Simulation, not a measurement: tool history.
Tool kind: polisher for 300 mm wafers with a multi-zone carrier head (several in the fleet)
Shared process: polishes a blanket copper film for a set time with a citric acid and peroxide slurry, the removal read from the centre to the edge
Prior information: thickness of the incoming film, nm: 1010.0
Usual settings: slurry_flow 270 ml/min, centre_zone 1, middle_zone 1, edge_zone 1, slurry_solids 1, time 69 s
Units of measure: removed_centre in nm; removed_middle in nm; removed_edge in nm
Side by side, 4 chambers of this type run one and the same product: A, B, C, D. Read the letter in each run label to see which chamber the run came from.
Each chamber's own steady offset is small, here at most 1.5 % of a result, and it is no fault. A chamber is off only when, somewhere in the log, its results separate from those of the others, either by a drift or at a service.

| run | day | slurry_flow | centre_zone | middle_zone | edge_zone | slurry_solids | time | removed_centre | removed_middle | removed_edge |
|---|---|---|---|---|---|---|---|---|---|---|
|  | 0.288 | chamber B: worn pad replaced by a new one |
| 1C | 0.442 | 270 | 1 | 1 | 1 | 1 | 69 | 156.9 | 158.34 | 159.07 |
| 2D | 1.008 | 270 | 1 | 1 | 1 | 1 | 69 | 159.21 | 159.31 | 157.86 |
| 3A | 1.488 | 270 | 1 | 1 | 1 | 1 | 69 | 156.9 | 160.98 | 158.04 |
|  | 1.871 | chamber C: slurry nozzle cleaned |
| 4B | 2.108 | 270 | 1 | 1 | 1 | 1 | 69 | 156.9 | 157.32 | 158.87 |
|  | 2.171 | chamber D: worn pad replaced by a new one |
| 5A | 2.617 | 270 | 1 | 1 | 1 | 1 | 69 | 158.53 | 160.08 | 159.84 |
| 6C | 2.929 | 270 | 1 | 1 | 1 | 1 | 69 | 158.36 | 156.36 | 155.84 |
|  | 2.95 | chamber C: worn pad replaced by a new one |
| 7B | 3.229 | 270 | 1 | 1 | 1 | 1 | 69 | 155.48 | 156.07 | 158.49 |
|  | 3.283 | chamber C: edge zone pressure recalibrated |
| 8D | 3.729 | 270 | 1 | 1 | 1 | 1 | 69 | 157.03 | 158.9 | 160.96 |
| 9A | 4.242 | 270 | 1 | 1 | 1 | 1 | 69 | 155.96 | 160.44 | 159.04 |
|  | 4.783 | chamber B: worn pad replaced by a new one |
| 10D | 4.812 | 270 | 1 | 1 | 1 | 1 | 69 | 158.05 | 157.51 | 160.59 |
| 11B | 5.254 | 315 | 1 | 0.96 | 1 | 1 | 69 | 160.83 | 154.79 | 159.29 |
| 12C | 5.862 | 315 | 1 | 0.96 | 1 | 1 | 69 | 160.41 | 154.18 | 159.81 |
| 13B | 6.383 | 315 | 1 | 0.96 | 1 | 1 | 69 | 161.43 | 155.5 | 157.37 |
| 14A | 6.95 | 315 | 1 | 0.96 | 1 | 1 | 69 | 156.83 | 152.52 | 160.06 |
| 15C | 7.45 | 270 | 1 | 1 | 1 | 1 | 69 | 158.52 | 159.94 | 156.73 |
| 16D | 7.871 | 270 | 0.95 | 1.1 | 1 | 1 | 69 | 147.44 | 173.42 | 158.18 |
|  | 8.092 | chamber C: worn pad replaced by a new one |
|  | 8.354 | chamber B: centre zone pressure recalibrated |
| 17A | 8.404 | 270 | 0.95 | 1.1 | 1 | 1 | 69 | 143.29 | 168.43 | 152.35 |
|  | 8.767 | chamber D: worn pad replaced by a new one |
| 18B | 8.888 | 270 | 0.95 | 1.1 | 1 | 1 | 69 | 147.88 | 172.48 | 157.62 |
|  | 8.975 | chamber A: slurry nozzle cleaned |
|  | 9.271 | chamber B: worn pad replaced by a new one |
| 19C | 9.45 | 270 | 0.95 | 1.1 | 1 | 1 | 69 | 151.06 | 172.82 | 156.86 |
| 20D | 9.804 | 270 | 1 | 1 | 1 | 1 | 69 | 158.97 | 160.2 | 157.91 |
| 21D | 10.238 | 270 | 1 | 1 | 1 | 1 | 69 | 157.83 | 159.81 | 157.16 |
|  | 10.575 | chamber A: edge zone pressure recalibrated |
| 22A | 10.783 | 270 | 1 | 1.11 | 1.05 | 1 | 69 | 150.28 | 166.39 | 157.08 |
| 23B | 11.225 | 270 | 1 | 1.11 | 1.05 | 1 | 69 | 157.1 | 174.65 | 160.24 |
| 24C | 11.508 | 270 | 1 | 1.11 | 1.05 | 1 | 69 | 160.19 | 173.7 | 162.5 |
| 25A | 11.812 | 270 | 1 | 1.11 | 1.05 | 1 | 69 | 149.79 | 165.81 | 155.22 |
|  | 12.196 | chamber D: edge zone pressure recalibrated |
| 26D | 12.329 | 270 | 1 | 1 | 1 | 1 | 69 | 157.25 | 155.5 | 157.07 |
| 27C | 12.679 | 270 | 1 | 1 | 1 | 1 | 69 | 155.48 | 157.43 | 158.75 |
| 28B | 12.996 | 270 | 1 | 1 | 1 | 1.1 | 69 | 162.27 | 160.3 | 161.11 |
| 29A | 13.267 | 270 | 1 | 1 | 1 | 1.1 | 69 | 149.28 | 152.85 | 154.82 |
| 30C | 13.721 | 270 | 1 | 1 | 1 | 1.1 | 69 | 162.34 | 161.5 | 164 |

Has any chamber moved away from the others, gradually or after a service, or does the common gauge drift, or do the chambers differ only by their own small steady offsets? State the chamber and the most likely cause if one applies.

Chamber A drifts away from the others.
What lies behind it: removal rate lost through wear of the pad, % = 7.16.

Below are 4 candidate recipes for chamber A's next run, each the usual settings with a change, their results shown as question marks. Which of them brings A's results back in line with what the other chambers give on the usual settings?
Counts as in line when no further than this from what the other chambers average on the usual settings: removed_centre 4.4 nm; removed_middle 4.9 nm; removed_edge 4.3 nm
| 31A-1 | 14.162 | 275 | 1.04 | 0.99 | 0.99 | 1 | 79 | ? | ? | ? |
| 31A-2 | 14.162 | 265 | 0.96 | 1 | 1.01 | 1 | 60 | ? | ? | ? |
| 31A-3 | 14.162 | 275 | 1.02 | 1 | 1 | 1 | 73 | ? | ? | ? |
| 31A-4 | 14.162 | 265 | 0.98 | 1 | 1 | 1 | 65 | ? | ? | ? |

Other chambers, usual settings, mean: removed_centre 158.14 nm; removed_middle 157.85 nm; removed_edge 158.05 nm
| run | removed_centre | removed_middle | removed_edge |
|---|---|---|---|
| 31A-1 | 173.55 | 168.34 | 168.75 |
| 31A-2 | 120.26 | 128.56 | 129.1 |
| 31A-3 | 157.03 | 156.99 | 156.73 |
| 31A-4 | 133.26 | 139.26 | 139.13 |
The answer is 31A-3, which returns the chamber to within the allowed miss of the others.
